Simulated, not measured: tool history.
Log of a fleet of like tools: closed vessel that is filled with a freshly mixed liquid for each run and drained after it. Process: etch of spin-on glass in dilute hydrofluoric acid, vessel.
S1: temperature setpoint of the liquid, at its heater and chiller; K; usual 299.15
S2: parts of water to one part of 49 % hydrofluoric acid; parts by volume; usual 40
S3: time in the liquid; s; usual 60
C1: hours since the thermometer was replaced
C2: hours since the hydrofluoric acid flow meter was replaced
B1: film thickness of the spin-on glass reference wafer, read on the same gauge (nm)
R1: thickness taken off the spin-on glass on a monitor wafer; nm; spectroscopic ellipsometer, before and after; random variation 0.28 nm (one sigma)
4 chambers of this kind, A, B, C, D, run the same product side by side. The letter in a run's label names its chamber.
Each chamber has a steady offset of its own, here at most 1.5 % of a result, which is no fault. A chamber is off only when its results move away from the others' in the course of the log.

{"run": "1C", "hour": 10.4, "S1": 299.15, "S2": 40, "S3": 60, "C1": 752.6, "C2": 1246.1, "B1": 140, "R1": 39.131}
{"run": "2B", "hour": 19.5, "S1": 299.15, "S2": 40, "S3": 60, "C1": 1014.6, "C2": 1271.7, "B1": 139.98, "R1": 39.254}
{"run": "3A", "hour": 25.9, "S1": 299.15, "S2": 40, "S3": 60, "C1": 573.7, "C2": 286.5, "B1": 140, "R1": 39.183}
{"run": "4D", "hour": 36.1, "S1": 299.15, "S2": 40, "S3": 60, "C1": 809.3, "C2": 1151.3, "B1": 140, "R1": 38.811}
{"run": "5C", "hour": 49.9, "S1": 299.15, "S2": 40, "S3": 60, "C1": 792.1, "C2": 1285.6, "B1": 140.01, "R1": 39.343}
{"run": "6D", "hour": 58.5, "S1": 299.15, "S2": 40, "S3": 60, "C1": 831.7, "C2": 1173.7, "B1": 140.01, "R1": 38.95}
{"run": "7A", "hour": 65.0, "S1": 294.65, "S2": 40, "S3": 60, "C1": 612.8, "C2": 325.6, "B1": 140, "R1": 32.529}
{"hour": 72.3, "done": "chamber A: thermometer replaced"}
{"run": "8B", "hour": 77.2, "S1": 294.65, "S2": 40, "S3": 60, "C1": 1072.3, "C2": 1329.4, "B1": 140.02, "R1": 32.313}
{"run": "9D", "hour": 88.6, "S1": 294.65, "S2": 40, "S3": 60, "C1": 861.8, "C2": 1203.8, "B1": 140.01, "R1": 31.834}
{"run": "10C", "hour": 98.5, "S1": 294.65, "S2": 40, "S3": 60, "C1": 840.7, "C2": 1334.2, "B1": 140, "R1": 32.766}
{"run": "11B", "hour": 112.4, "S1": 299.15, "S2": 35, "S3": 60, "C1": 1107.5, "C2": 1364.6, "B1": 140.03, "R1": 44.819}
{"run": "12A", "hour": 122.2, "S1": 299.15, "S2": 35, "S3": 60, "C1": 50, "C2": 382.8, "B1": 140, "R1": 45.635}
{"run": "13D", "hour": 135.4, "S1": 299.15, "S2": 35, "S3": 60, "C1": 908.6, "C2": 1250.6, "B1": 139.99, "R1": 45.146}
{"run": "14C", "hour": 142.8, "S1": 299.15, "S2": 35, "S3": 60, "C1": 885, "C2": 1378.5, "B1": 140, "R1": 45.248}
{"run": "15B", "hour": 152.4, "S1": 299.15, "S2": 40, "S3": 60, "C1": 1147.5, "C2": 1404.6, "B1": 140.01, "R1": 38.886}
{"run": "16A", "hour": 160.7, "S1": 299.15, "S2": 40, "S3": 60, "C1": 88.5, "C2": 421.3, "B1": 140, "R1": 39.606}
{"run": "17B", "hour": 174.6, "S1": 299.15, "S2": 40, "S3": 60, "C1": 1169.7, "C2": 1426.8, "B1": 140.01, "R1": 38.842}
{"run": "18C", "hour": 187.8, "S1": 299.15, "S2": 40, "S3": 60, "C1": 930, "C2": 1423.5, "B1": 140, "R1": 39.322}
{"run": "19A", "hour": 200.2, "S1": 299.15, "S2": 40, "S3": 60, "C1": 128, "C2": 460.8, "B1": 140.01, "R1": 39.514}
{"run": "20D", "hour": 214.6, "S1": 299.15, "S2": 40, "S3": 60, "C1": 987.8, "C2": 1329.8, "B1": 139.99, "R1": 38.69}
{"run": "21C", "hour": 221.0, "S1": 299.15, "S2": 40, "S3": 60, "C1": 963.2, "C2": 1456.7, "B1": 140, "R1": 39.078}
{"run": "22A", "hour": 232.3, "S1": 299.15, "S2": 40, "S3": 60, "C1": 160.1, "C2": 492.9, "B1": 139.98, "R1": 39.13}
{"run": "23D", "hour": 239.3, "S1": 299.15, "S2": 40, "S3": 60, "C1": 1012.5, "C2": 1354.5, "B1": 140.01, "R1": 38.847}
{"run": "24B", "hour": 252.6, "S1": 299.15, "S2": 40, "S3": 60, "C1": 1247.7, "C2": 1504.8, "B1": 140, "R1": 39.293}
{"run": "25B", "hour": 259.9, "S1": 299.15, "S2": 40, "S3": 60, "C1": 1255, "C2": 1512.1, "B1": 139.98, "R1": 38.92}
{"run": "26C", "hour": 271.2, "S1": 299.15, "S2": 40, "S3": 60, "C1": 1013.4, "C2": 1506.9, "B1": 140.01, "R1": 39.34}
{"hour": 275.4, "done": "chamber A: hydrofluoric acid flow meter replaced"}
{"run": "27D", "hour": 277.9, "S1": 299.15, "S2": 40, "S3": 60, "C1": 1051.1, "C2": 1393.1, "B1": 140, "R1": 38.418}
{"run": "28A", "hour": 284.4, "S1": 299.15, "S2": 40, "S3": 60, "C1": 212.2, "C2": 9, "B1": 140.01, "R1": 39.184}
{"hour": 290.9, "done": "chamber C: hydrofluoric acid flow meter replaced"}
{"run": "29A", "hour": 293.6, "S1": 299.15, "S2": 25, "S3": 35, "C1": 221.4, "C2": 18.2, "B1": 139.99, "R1": 37.929}
{"run": "30B", "hour": 306.3, "S1": 299.15, "S2": 25, "S3": 35, "C1": 1301.4, "C2": 1558.5, "B1": 140, "R1": 37.062}
{"run": "31C", "hour": 317.7, "S1": 299.15, "S2": 25, "S3": 35, "C1": 1059.9, "C2": 26.8, "B1": 140.02, "R1": 37.226}
{"run": "32D", "hour": 330.1, "S1": 299.15, "S2": 25, "S3": 35, "C1": 1103.3, "C2": 1445.3, "B1": 140.02, "R1": 36.871}
{"run": "33B", "hour": 343.4, "S1": 299.15, "S2": 40, "S3": 60, "C1": 1338.5, "C2": 1595.6, "B1": 140.01, "R1": 38.778}

What goes on in this fleet: one chamber off, a drifting gauge, or nothing beyond the chambers' own small offsets? Name the chamber and the cause, if any.

No chamber stands off beyond its own small offset, and the gauge holds steady.
